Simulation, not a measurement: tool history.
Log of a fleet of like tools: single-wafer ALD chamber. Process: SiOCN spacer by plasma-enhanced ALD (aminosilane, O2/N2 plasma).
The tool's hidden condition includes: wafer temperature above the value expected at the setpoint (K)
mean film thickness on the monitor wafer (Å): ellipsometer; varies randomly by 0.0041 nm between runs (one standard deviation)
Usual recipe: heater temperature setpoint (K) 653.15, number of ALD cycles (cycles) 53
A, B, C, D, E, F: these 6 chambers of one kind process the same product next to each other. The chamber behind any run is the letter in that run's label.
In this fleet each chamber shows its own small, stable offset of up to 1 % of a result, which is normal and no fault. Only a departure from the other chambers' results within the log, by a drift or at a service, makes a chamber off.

run   hour  heater temperature setpoint (K)  number of ALD cycles (cycles)  hours since the last thermocouple change  read-back reference wafer on the same gauge, thickness_nm  mean film thickness on the monitor wafer (Å)
 1C    9.0                           653.15                             53                                    1256.1                                                     3.3302                                        31.830
 2E   14.6                           653.15                             53                                    1416.1                                                     3.3297                                        32.024
 3D   20.3                           653.15                             53                                    1340.9                                                     3.3287                                        31.993
 4F   29.5                           653.15                             53                                     165.7                                                     3.3282                                        31.946
 5A   37.7                           653.15                             53                                     407.1                                                     3.3271                                        31.974
 6B   46.8                           661.15                             59                                    2271.6                                                     3.3277                                        35.919
 7C   56.4                           661.15                             59                                    1303.5                                                     3.3271                                        35.373
 8D   63.4                           661.15                             59                                    1384.0                                                     3.3259                                        35.482
 9F   72.2                           661.15                             59                                     208.4                                                     3.3258                                        35.465
10E   76.8                           661.15                             59                                    1478.3                                                     3.3268                                        35.630
11B   83.9                           661.15                             59                                    2308.7                                                     3.3253                                        35.913
12A   90.1                           653.15                             53                                     459.5                                                     3.3249                                        31.919
13C   98.2                           653.15                             53                                    1345.3                                                     3.3248                                        31.778
14F  106.1                           653.15                             53                                     242.3                                                     3.3243                                        31.903
15B  113.6                           653.15                             53                                    2338.4                                                     3.3232                                        32.184
16E  121.0                           653.15                             53                                    1522.5                                                     3.3216                                        31.908
17D  129.5                           653.15                             44                                    1450.1                                                     3.3224                                        26.465
18A  134.2                           653.15                             44                                     503.6                                                     3.3211                                        26.462
19E  143.7                           653.15                             44                                    1545.2                                                     3.3210                                        26.445
20D  150.4                           653.15                             44                                    1471.0                                                     3.3206                                        26.471
21B  159.4                           653.15                             44                                    2384.2                                                     3.3205                                        26.686
22F  167.2                           653.15                             44                                     303.4                                                     3.3198                                        26.436
23A  176.7                           653.15                             53                                     546.1                                                     3.3196                                        31.872
24C  186.5                           653.15                             53                                    1433.6                                                     3.3190                                        31.740
25B  192.1                           653.15                             53                                    2416.9                                                     3.3190                                        32.232
26A  198.9                           653.15                             53                                     568.3                                                     3.3174                                        31.806
27C  208.7                           653.15                             53                                    1455.8                                                     3.3169                                        31.737
28F  217.4                           653.15                             53                                     353.6                                                     3.3169                                        31.811
29D  226.0                           653.15                             53                                    1546.6                                                     3.3168                                        31.735
30E  233.3                           653.15                             53                                    1634.8                                                     3.3163                                        31.847
31A  240.4                           661.15                             53                                     609.8                                                     3.3162                                        31.801
32E  246.0                           661.15                             53                                    1647.5                                                     3.3150                                        31.804
33B  252.7                           661.15                             53                                    2477.5                                                     3.3145                                        32.042
34F  261.5                           661.15                             53                                     397.7                                                     3.3154                                        31.793
35D  266.3                           661.15                             53                                    1586.9                                                     3.3133                                        31.734
36C  276.0                           661.15                             53                                    1523.1                                                     3.3135                                        31.723
37A  281.0                           653.15                             53                                     650.4                                                     3.3137                                        31.743
38B  288.5                           653.15                             53                                    2513.3                                                     3.3135                                        32.098

All chambers now run identical settings, listed one chamber a line with results as question marks. What results will each chamber show?
39A  295.7                           653.15                             46                                                                                                                                                  ?
39B  295.7                           653.15                             46                                                                                                                                                  ?
39C  295.7                           653.15                             46                                                                                                                                                  ?
39D  295.7                           653.15                             46                                                                                                                                                  ?
39E  295.7                           653.15                             46                                                                                                                                                  ?
39F  295.7                           653.15                             46                                                                                                                                                  ?

run  mean film thickness on the monitor wafer (Å)
39A                                        27.552
39B                                        27.834
39C                                        27.487
39D                                        27.557
39E                                        27.592
39F                                        27.562

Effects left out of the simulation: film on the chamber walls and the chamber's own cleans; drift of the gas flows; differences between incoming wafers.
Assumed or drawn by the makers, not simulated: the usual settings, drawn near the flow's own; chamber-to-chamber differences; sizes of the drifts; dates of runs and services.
